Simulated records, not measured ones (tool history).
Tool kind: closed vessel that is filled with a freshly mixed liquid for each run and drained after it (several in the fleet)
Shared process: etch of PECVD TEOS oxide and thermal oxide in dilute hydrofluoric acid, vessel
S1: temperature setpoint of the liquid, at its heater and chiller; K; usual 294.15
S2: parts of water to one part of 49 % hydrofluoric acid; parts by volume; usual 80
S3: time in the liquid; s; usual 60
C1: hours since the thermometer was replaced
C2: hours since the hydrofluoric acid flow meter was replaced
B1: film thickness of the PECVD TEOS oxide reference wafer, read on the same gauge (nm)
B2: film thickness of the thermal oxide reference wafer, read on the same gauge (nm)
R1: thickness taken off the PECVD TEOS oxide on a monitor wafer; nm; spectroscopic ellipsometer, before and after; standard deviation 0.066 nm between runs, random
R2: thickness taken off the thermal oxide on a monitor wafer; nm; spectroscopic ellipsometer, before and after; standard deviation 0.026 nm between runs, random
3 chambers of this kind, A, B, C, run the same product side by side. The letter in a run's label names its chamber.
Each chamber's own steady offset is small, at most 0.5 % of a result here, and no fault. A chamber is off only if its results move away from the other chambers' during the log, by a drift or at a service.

At hour 2.6: chamber A: thermometer replaced.
Run 1A, hour 6.9: usual settings; C1 4.3; C2 319.6; B1 130; B2 120. Result: R1 17.104 nm, R2 3.5187 nm.
Run 2C, hour 17.7: usual settings; C1 1055.4; C2 264.3; B1 129.99; B2 119.99. Result: R1 16.88 nm, R2 3.4562 nm.
Run 3B, hour 25: usual settings; C1 1787.4; C2 618.9; B1 129.99; B2 120.02. Result: R1 17.041 nm, R2 3.5281 nm.
Run 4A, hour 36.8: usual settings; C1 34.2; C2 349.5; B1 129.96; B2 120. Result: R1 17.04 nm, R2 3.4813 nm.
Run 5C, hour 43.3: usual settings; C1 1081; C2 289.9; B1 129.99; B2 120.02. Result: R1 17.004 nm, R2 3.4816 nm.
Run 6B, hour 52.4: usual settings; C1 1814.8; C2 646.3; B1 130.02; B2 119.96. Result: R1 16.999 nm, R2 3.5032 nm.
Run 7B, hour 62: usual settings; C1 1824.4; C2 655.9; B1 130.01; B2 120. Result: R1 16.948 nm, R2 3.4772 nm.
Run 8A, hour 68: usual settings; C1 65.4; C2 380.7; B1 129.99; B2 120.02. Result: R1 16.951 nm, R2 3.4952 nm.
Run 9C, hour 77.5: usual settings; C1 1115.2; C2 324.1; B1 130; B2 120.02. Result: R1 17.014 nm, R2 3.4799 nm.
Run 10C, hour 84.5: usual settings but S1 290.15 K, S2 100 parts by volume; C1 1122.2; C2 331.1; B1 129.99; B2 120. Result: R1 11.344 nm, R2 2.2537 nm.
Run 11B, hour 96.8: usual settings but S1 290.15 K, S2 100 parts by volume; C1 1859.2; C2 690.7; B1 129.99; B2 120. Result: R1 11.256 nm, R2 2.3046 nm.
Run 12A, hour 108.5: usual settings but S1 290.15 K, S2 100 parts by volume; C1 105.9; C2 421.2; B1 130; B2 120.01. Result: R1 11.204 nm, R2 2.2992 nm.
Run 13A, hour 114.9: usual settings; C1 112.3; C2 427.6; B1 129.97; B2 120.02. Result: R1 16.997 nm, R2 3.4876 nm.
Run 14C, hour 122: usual settings; C1 1159.7; C2 368.6; B1 130; B2 119.99. Result: R1 17.037 nm, R2 3.4294 nm.
Run 15B, hour 128.6: usual settings; C1 1891; C2 722.5; B1 130.05; B2 119.99. Result: R1 17.039 nm, R2 3.5199 nm.
Run 16A, hour 136.2: usual settings; C1 133.6; C2 448.9; B1 130.01; B2 120.02. Result: R1 17.099 nm, R2 3.4681 nm.
Run 17C, hour 142.7: usual settings; C1 1180.4; C2 389.3; B1 130; B2 120.01. Result: R1 16.952 nm, R2 3.4357 nm.
Run 18B, hour 149.8: usual settings; C1 1912.2; C2 743.7; B1 129.97; B2 119.98. Result: R1 17.097 nm, R2 3.4647 nm.
At hour 155: chamber A: hydrofluoric acid flow meter replaced.
Run 19B, hour 156.1: usual settings; C1 1918.5; C2 750; B1 130; B2 120. Result: R1 17.075 nm, R2 3.4275 nm.
Run 20A, hour 162.2: usual settings; C1 159.6; C2 7.2; B1 130.01; B2 120.02. Result: R1 17.058 nm, R2 3.4197 nm.
Run 21C, hour 167.8: usual settings; C1 1205.5; C2 414.4; B1 129.99; B2 119.99. Result: R1 17.025 nm, R2 3.4789 nm.
Run 22A, hour 175.4: usual settings; C1 172.8; C2 20.4; B1 129.99; B2 120.03. Result: R1 16.982 nm, R2 3.4212 nm.
Run 23B, hour 187.3: usual settings; C1 1949.7; C2 781.2; B1 130; B2 119.98. Result: R1 16.904 nm, R2 3.447 nm.
Run 24C, hour 198.8: usual settings; C1 1236.5; C2 445.4; B1 130; B2 120.01. Result: R1 16.993 nm, R2 3.469 nm.
Run 25C, hour 210.1: usual settings; C1 1247.8; C2 456.7; B1 129.99; B2 119.98. Result: R1 17.046 nm, R2 3.4882 nm.
Run 26B, hour 221: usual settings; C1 1983.4; C2 814.9; B1 130.01; B2 120. Result: R1 17.036 nm, R2 3.4989 nm.
Run 27A, hour 227.9: usual settings; C1 225.3; C2 72.9; B1 130; B2 120.01. Result: R1 16.958 nm, R2 3.4663 nm.
Run 28C, hour 235.5: usual settings; C1 1273.2; C2 482.1; B1 129.99; B2 119.96. Result: R1 17.027 nm, R2 3.4808 nm.
Run 29A, hour 245.2: usual settings; C1 242.6; C2 90.2; B1 130.01; B2 119.99. Result: R1 16.8 nm, R2 3.5198 nm.
Run 30B, hour 255.5: usual settings; C1 2017.9; C2 849.4; B1 130.02; B2 119.96. Result: R1 16.929 nm, R2 3.4361 nm.

Is one chamber off against the others, does the gauge drift, or is nothing wrong? If a chamber is off, say which, and what the likeliest cause is.

The fleet is healthy, with each chamber sitting at its usual small offset and no drift in the gauge.
